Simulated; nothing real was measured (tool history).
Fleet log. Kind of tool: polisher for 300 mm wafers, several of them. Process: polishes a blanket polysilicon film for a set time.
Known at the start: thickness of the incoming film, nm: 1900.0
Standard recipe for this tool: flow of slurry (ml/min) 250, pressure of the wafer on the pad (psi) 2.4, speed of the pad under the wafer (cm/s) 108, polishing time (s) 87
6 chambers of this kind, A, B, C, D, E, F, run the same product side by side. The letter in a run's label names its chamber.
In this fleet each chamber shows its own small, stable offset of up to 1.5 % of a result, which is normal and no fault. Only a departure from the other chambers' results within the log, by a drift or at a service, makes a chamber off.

run,day,flow of slurry (ml/min),pressure of the wafer on the pad (psi),speed of the pad under the wafer (cm/s),polishing time (s),film removed (Å)
1B,0.217,250,2.4,108,87,5585.5
2F,0.512,250,2.4,108,87,5506.0
# day 0.633: chamber A: worn pad replaced by a new one
# day 0.658: chamber E: worn pad replaced by a new one
3E,0.862,250,2.4,108,87,5612.4
4A,1.104,250,2.4,108,87,5500.3
5C,1.296,210,2.0,108,87,4476.9
6D,1.571,210,2.0,108,87,4411.6
# day 1.617: chamber F: worn pad replaced by a new one
# day 1.825: chamber C: worn pad replaced by a new one
# day 1.833: chamber D: worn pad replaced by a new one
7E,1.871,210,2.0,108,87,4474.1
8F,2.038,210,2.0,108,87,4478.9
9C,2.354,210,2.0,108,87,4509.9
10B,2.517,210,2.0,108,87,4558.6
# day 2.817: chamber E: worn pad replaced by a new one
11D,2.883,250,2.4,108,87,5340.0
12A,3.196,250,2.4,108,87,5352.0
# day 3.533: chamber A: worn pad replaced by a new one
13A,3.567,250,2.4,108,87,5419.0
14C,3.775,250,2.4,108,87,5535.6
# day 3.858: chamber F: worn pad replaced by a new one
# day 3.858: chamber C: worn pad replaced by a new one
15F,4.000,250,2.4,108,87,5670.7
# day 4.162: chamber A: slurry nozzle cleaned
16D,4.304,250,2.4,108,87,5573.2
17E,4.608,250,2.4,108,87,5670.7
# day 4.746: chamber D: worn pad replaced by a new one
18B,4.846,250,2.4,108,87,5556.7
# day 4.988: chamber B: slurry nozzle cleaned
19A,5.100,250,2.4,108,87,5503.6
20B,5.350,250,2.4,108,87,5691.1
# day 5.479: chamber E: worn pad replaced by a new one
21E,5.529,250,2.4,108,87,5543.3
22C,5.729,250,2.4,108,87,5552.8
23D,6.008,250,2.4,108,87,5329.4
# day 6.200: chamber F: worn pad replaced by a new one
24F,6.242,250,2.4,108,87,5556.9
# day 6.433: chamber C: worn pad replaced by a new one
# day 6.446: chamber A: worn pad replaced by a new one
25D,6.488,250,2.8,126,87,7390.8
26A,6.779,250,2.8,126,87,7543.4
# day 6.954: chamber D: worn pad replaced by a new one
27E,6.954,250,2.8,126,87,7356.5
28B,7.204,250,2.8,126,87,7273.9
29F,7.400,250,2.8,126,87,7767.2
30C,7.588,250,2.8,126,87,7397.9
# day 7.721: chamber A: head pressure recalibrated
# day 7.783: chamber E: worn pad replaced by a new one
31B,7.854,250,2.4,108,87,5254.2
32C,8.212,250,2.4,108,87,5472.2
33E,8.412,250,2.4,108,87,5465.2
34F,8.583,250,2.4,108,74,4627.2
# day 8.604: chamber C: worn pad replaced by a new one
# day 8.688: chamber F: worn pad replaced by a new one
35D,8.942,250,2.4,108,74,4577.6
# day 9.275: chamber A: worn pad replaced by a new one
36A,9.283,250,2.4,108,74,4717.4
37D,9.625,250,2.4,108,74,4608.3
38A,9.900,250,2.4,108,74,4712.4
39E,10.092,250,2.4,108,74,4652.8
40C,10.371,250,2.4,108,87,5472.0
41F,10.712,250,2.4,134,74,5707.9
42B,11.021,250,2.4,134,74,5385.5

Has any chamber moved away from the others, gradually or after a service, or does the common gauge drift, or do the chambers differ only by their own small steady offsets? State the chamber and the most likely cause if one applies.

One chamber, B, drifts off from the rest bit by bit.
Most likely cause: removal rate lost through wear of the pad, % = 10.3.
The log may not tell that from: head's pressure below its setpoint, %.

Chamber B could run next with any of the 4 candidate recipes listed below; each alters the usual settings, and their results appear as question marks. Which one brings its results back in line with what the other chambers deliver on the usual settings?
In line here means within this much of the mean the other chambers give on the usual settings: film removed (Å) 290.0
43B-1,11.288,250,2.3,100,81,?
43B-2,11.288,245,2.2,108,87,?
43B-3,11.288,250,2.5,116,93,?
43B-4,11.288,250,2.4,108,96,?

Usual-settings mean across the other chambers: film removed (Å) 5516.7
run,film removed (Å)
43B-1,4100.0
43B-2,4544.2
43B-3,5932.9
43B-4,5475.0
Change 43B-4 lands the chamber within the allowed miss of the other chambers.
